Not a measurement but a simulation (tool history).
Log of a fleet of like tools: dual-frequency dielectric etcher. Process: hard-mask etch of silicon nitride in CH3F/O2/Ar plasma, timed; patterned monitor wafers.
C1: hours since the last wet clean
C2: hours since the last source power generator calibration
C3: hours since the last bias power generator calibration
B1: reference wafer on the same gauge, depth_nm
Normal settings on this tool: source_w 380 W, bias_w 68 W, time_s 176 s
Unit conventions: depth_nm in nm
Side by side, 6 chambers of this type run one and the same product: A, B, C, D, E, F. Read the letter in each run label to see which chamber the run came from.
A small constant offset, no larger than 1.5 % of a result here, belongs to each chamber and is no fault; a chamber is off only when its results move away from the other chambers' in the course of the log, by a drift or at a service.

-- hour=1.8 chamber D: wet clean of the chamber
-- hour=8 chamber C: wet clean of the chamber
run 1E hour=8.6 | source_w=380 bias_w=68 time_s=176 | C1=93.7 C2=2080.7 C3=1546.3 | B1=102.01 | depth_nm=119.3
run 2C hour=21.5 | source_w=380 bias_w=68 time_s=176 | C1=13.5 C2=2618.6 C3=676.7 | B1=102 | depth_nm=118.53
run 3D hour=32.5 | source_w=380 bias_w=68 time_s=176 | C1=30.7 C2=170.7 C3=261 | B1=102.04 | depth_nm=119.01
run 4A hour=47 | source_w=380 bias_w=68 time_s=176 | C1=545 C2=693.8 C3=565.1 | B1=102.06 | depth_nm=117.06
run 5F hour=54.3 | source_w=380 bias_w=68 time_s=176 | C1=119.4 C2=1645.5 C3=2188.8 | B1=102.06 | depth_nm=119.3
run 6B hour=65.1 | source_w=380 bias_w=68 time_s=176 | C1=477.4 C2=697.8 C3=3920.6 | B1=102.08 | depth_nm=118.21
run 7E hour=74.6 | source_w=380 bias_w=68 time_s=176 | C1=159.7 C2=2146.7 C3=1612.3 | B1=102.08 | depth_nm=119.26
run 8D hour=88.1 | source_w=380 bias_w=68 time_s=176 | C1=86.3 C2=226.3 C3=316.6 | B1=102.16 | depth_nm=118.64
run 9F hour=96.3 | source_w=380 bias_w=68 time_s=176 | C1=161.4 C2=1687.5 C3=2230.8 | B1=102.13 | depth_nm=118.98
-- hour=96.4 chamber C: source power generator calibrated
run 10C hour=104.2 | source_w=380 bias_w=68 time_s=176 | C1=96.2 C2=7.9 C3=759.4 | B1=102.11 | depth_nm=118.57
-- hour=114 chamber B: wet clean of the chamber
run 11B hour=117.4 | source_w=440 bias_w=80 time_s=176 | C1=3.4 C2=750.1 C3=3972.9 | B1=102.12 | depth_nm=132.8
run 12A hour=128.4 | source_w=440 bias_w=80 time_s=176 | C1=626.4 C2=775.2 C3=646.5 | B1=102.14 | depth_nm=131.12
run 13D hour=140 | source_w=440 bias_w=80 time_s=176 | C1=138.2 C2=278.2 C3=368.5 | B1=102.17 | depth_nm=133.04
run 14E hour=151.4 | source_w=440 bias_w=80 time_s=176 | C1=236.5 C2=2223.5 C3=1689.1 | B1=102.22 | depth_nm=133.77
-- hour=152 chamber A: wet clean of the chamber
run 15B hour=162.9 | source_w=440 bias_w=80 time_s=176 | C1=48.9 C2=795.6 C3=4018.4 | B1=102.17 | depth_nm=132.57
run 16F hour=172.2 | source_w=440 bias_w=80 time_s=176 | C1=237.3 C2=1763.4 C3=2306.7 | B1=102.17 | depth_nm=133.07
run 17C hour=178.7 | source_w=380 bias_w=68 time_s=176 | C1=170.7 C2=82.4 C3=833.9 | B1=102.22 | depth_nm=118.88
run 18A hour=188.2 | source_w=380 bias_w=68 time_s=176 | C1=36.2 C2=835 C3=706.3 | B1=102.23 | depth_nm=117.58
run 19B hour=198.4 | source_w=380 bias_w=68 time_s=176 | C1=84.4 C2=831.1 C3=4053.9 | B1=102.25 | depth_nm=118.51
run 20A hour=206 | source_w=380 bias_w=68 time_s=176 | C1=54 C2=852.8 C3=724.1 | B1=102.21 | depth_nm=117.15
run 21F hour=215.5 | source_w=380 bias_w=68 time_s=176 | C1=280.6 C2=1806.7 C3=2350 | B1=102.27 | depth_nm=119.2
run 22C hour=224.9 | source_w=380 bias_w=68 time_s=176 | C1=216.9 C2=128.6 C3=880.1 | B1=102.24 | depth_nm=118.68
run 23D hour=237.3 | source_w=380 bias_w=68 time_s=176 | C1=235.5 C2=375.5 C3=465.8 | B1=102.26 | depth_nm=119.24
run 24E hour=251.4 | source_w=380 bias_w=68 time_s=176 | C1=336.5 C2=2323.5 C3=1789.1 | B1=102.31 | depth_nm=119.56
run 25C hour=262.8 | source_w=380 bias_w=68 time_s=176 | C1=254.8 C2=166.5 C3=918 | B1=102.31 | depth_nm=119.01
run 26D hour=269.5 | source_w=380 bias_w=68 time_s=176 | C1=267.7 C2=407.7 C3=498 | B1=102.31 | depth_nm=118.97
-- hour=279.8 chamber E: wet clean of the chamber
run 27A hour=282.9 | source_w=380 bias_w=68 time_s=176 | C1=130.9 C2=929.7 C3=801 | B1=102.35 | depth_nm=117.3
run 28F hour=297 | source_w=380 bias_w=68 time_s=176 | C1=362.1 C2=1888.2 C3=2431.5 | B1=102.38 | depth_nm=119.09
run 29E hour=304.9 | source_w=380 bias_w=68 time_s=176 | C1=25.2 C2=2377 C3=1842.6 | B1=102.34 | depth_nm=119.61
-- hour=309 chamber B: bias power generator calibrated
run 30B hour=314.7 | source_w=380 bias_w=68 time_s=176 | C1=200.7 C2=947.4 C3=5.8 | B1=102.36 | depth_nm=118.9
run 31B hour=325.7 | source_w=380 bias_w=68 time_s=176 | C1=211.7 C2=958.4 C3=16.8 | B1=102.38 | depth_nm=118.69
run 32E hour=339.4 | source_w=380 bias_w=68 time_s=176 | C1=59.7 C2=2411.5 C3=1877.1 | B1=102.38 | depth_nm=119.76
run 33F hour=349.5 | source_w=380 bias_w=74 time_s=176 | C1=414.6 C2=1940.7 C3=2484 | B1=102.42 | depth_nm=123.05
run 34D hour=356.5 | source_w=380 bias_w=74 time_s=176 | C1=354.7 C2=494.7 C3=585 | B1=102.42 | depth_nm=122.63
run 35A hour=364.5 | source_w=380 bias_w=74 time_s=176 | C1=212.5 C2=1011.3 C3=882.6 | B1=102.43 | depth_nm=120.79
run 36C hour=371 | source_w=380 bias_w=74 time_s=176 | C1=363 C2=274.7 C3=1026.2 | B1=102.47 | depth_nm=122.53
run 37B hour=382.5 | source_w=380 bias_w=74 time_s=176 | C1=268.5 C2=1015.2 C3=73.6 | B1=102.46 | depth_nm=122.29
run 38F hour=392.1 | source_w=380 bias_w=74 time_s=176 | C1=457.2 C2=1983.3 C3=2526.6 | B1=102.46 | depth_nm=122.91

Next, all 6 chambers run the settings below, one line each with question marks for the results. What does each chamber give?
run 39A hour=402.5 | source_w=380 bias_w=68 time_s=176 | depth_nm=?
run 39B hour=402.5 | source_w=380 bias_w=68 time_s=176 | depth_nm=?
run 39C hour=402.5 | source_w=380 bias_w=68 time_s=176 | depth_nm=?
run 39D hour=402.5 | source_w=380 bias_w=68 time_s=176 | depth_nm=?
run 39E hour=402.5 | source_w=380 bias_w=68 time_s=176 | depth_nm=?
run 39F hour=402.5 | source_w=380 bias_w=68 time_s=176 | depth_nm=?

run=39A depth_nm=117.52
run=39B depth_nm=118.81
run=39C depth_nm=119.17
run=39D depth_nm=119.3
run=39E depth_nm=119.74
run=39F depth_nm=119.53

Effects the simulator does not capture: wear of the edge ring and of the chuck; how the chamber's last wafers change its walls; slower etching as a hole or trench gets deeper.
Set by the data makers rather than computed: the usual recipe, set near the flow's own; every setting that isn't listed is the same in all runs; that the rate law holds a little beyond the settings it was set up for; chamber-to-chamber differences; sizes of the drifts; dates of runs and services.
